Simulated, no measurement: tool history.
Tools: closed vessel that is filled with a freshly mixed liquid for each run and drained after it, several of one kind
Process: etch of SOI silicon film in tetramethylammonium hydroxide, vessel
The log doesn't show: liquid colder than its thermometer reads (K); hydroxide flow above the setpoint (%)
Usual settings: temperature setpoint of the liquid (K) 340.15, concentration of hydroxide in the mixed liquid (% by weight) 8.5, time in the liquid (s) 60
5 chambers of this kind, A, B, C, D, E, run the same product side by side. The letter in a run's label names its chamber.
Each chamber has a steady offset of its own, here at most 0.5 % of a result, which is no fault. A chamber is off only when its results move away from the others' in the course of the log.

run,hour,temperature setpoint of the liquid (K),concentration of hydroxide in the mixed liquid (% by weight),time in the liquid (s),hours since the thermometer was replaced,hours since the hydroxide flow meter was replaced,"read-back film thickness of the SOI silicon film reference wafer, read on the same gauge (nm)",thickness taken off the SOI silicon film on a monitor wafer (nm)
1E,2.8,340.15,8.5,60,2579.5,774.4,100.000,378.96
2D,6.9,340.15,8.5,60,830.5,151.6,99.973,378.23
3B,9.9,340.15,8.5,60,991.8,399.6,99.999,376.63
4A,15.6,340.15,8.5,60,34.9,266.5,100.000,376.44
5C,20.6,340.15,8.5,60,1552.7,799.1,100.030,372.41
6B,25.2,340.15,8.5,60,1007.1,414.9,100.010,377.64
7E,31.2,340.15,8.5,60,2607.9,802.8,99.971,376.80
8D,35.4,340.15,8.5,60,859.0,180.1,100.030,374.02
9C,38.1,345.65,8.5,45,1570.2,816.6,100.010,386.80
10A,43.4,345.65,8.5,45,62.7,294.3,100.010,396.62
11C,47.4,345.65,8.5,45,1579.5,825.9,99.987,387.53
12E,52.8,345.65,8.5,45,2629.5,824.4,100.000,392.72
13D,57.7,345.65,8.5,45,881.3,202.4,99.983,387.69
14A,62.7,340.15,8.5,60,82.0,313.6,100.010,380.46
15B,68.0,340.15,8.5,60,1049.9,457.7,100.020,376.26
16E,73.6,340.15,8.5,60,2650.3,845.2,99.977,374.24
17C,79.2,340.15,8.5,60,1611.3,857.7,99.967,370.86
18A,84.1,333.15,8.5,60,103.4,335.0,99.998,246.53
19D,87.1,333.15,8.5,60,910.7,231.8,99.980,242.62
20B,91.9,333.15,8.5,60,1073.8,481.6,100.020,244.30
21E,94.5,333.15,8.5,60,2671.2,866.1,100.010,248.60
22A,99.7,333.15,8.5,60,119.0,350.6,99.986,246.90
23B,103.0,340.15,8.5,60,1084.9,492.7,100.020,375.51
24C,106.0,340.15,8.5,60,1638.1,884.5,99.996,366.57
25D,110.2,346.15,8.5,50,933.8,254.9,99.990,446.70
26E,115.2,346.15,8.5,50,2691.9,886.8,99.990,443.66
27D,120.2,346.15,8.5,50,943.8,264.9,100.040,447.80
28C,123.0,346.15,8.5,50,1655.1,901.5,100.030,427.39
29B,125.7,346.15,8.5,50,1107.6,515.4,100.010,442.97
30A,130.1,340.15,8.5,60,149.4,381.0,100.010,382.41
31E,134.0,340.15,8.5,60,2710.7,905.6,100.040,380.17
32C,136.8,340.15,8.5,60,1668.9,915.3,100.010,366.39
33D,140.5,340.15,8.5,60,964.1,285.2,99.970,370.22
34B,144.5,340.15,8.5,60,1126.4,534.2,100.030,377.26
35A,148.6,340.15,8.5,60,167.9,399.5,100.010,375.61
36E,151.8,340.15,6.0,60,2728.5,923.4,99.948,415.93

Next, every chamber runs the same settings. What will each give?
37A,156.0,340.15,8.5,60,,,,?
37B,156.0,340.15,8.5,60,,,,?
37C,156.0,340.15,8.5,60,,,,?
37D,156.0,340.15,8.5,60,,,,?
37E,156.0,340.15,8.5,60,,,,?

run,thickness taken off the SOI silicon film on a monitor wafer (nm)
37A,384.44
37B,375.20
37C,359.87
37D,375.49
37E,373.27
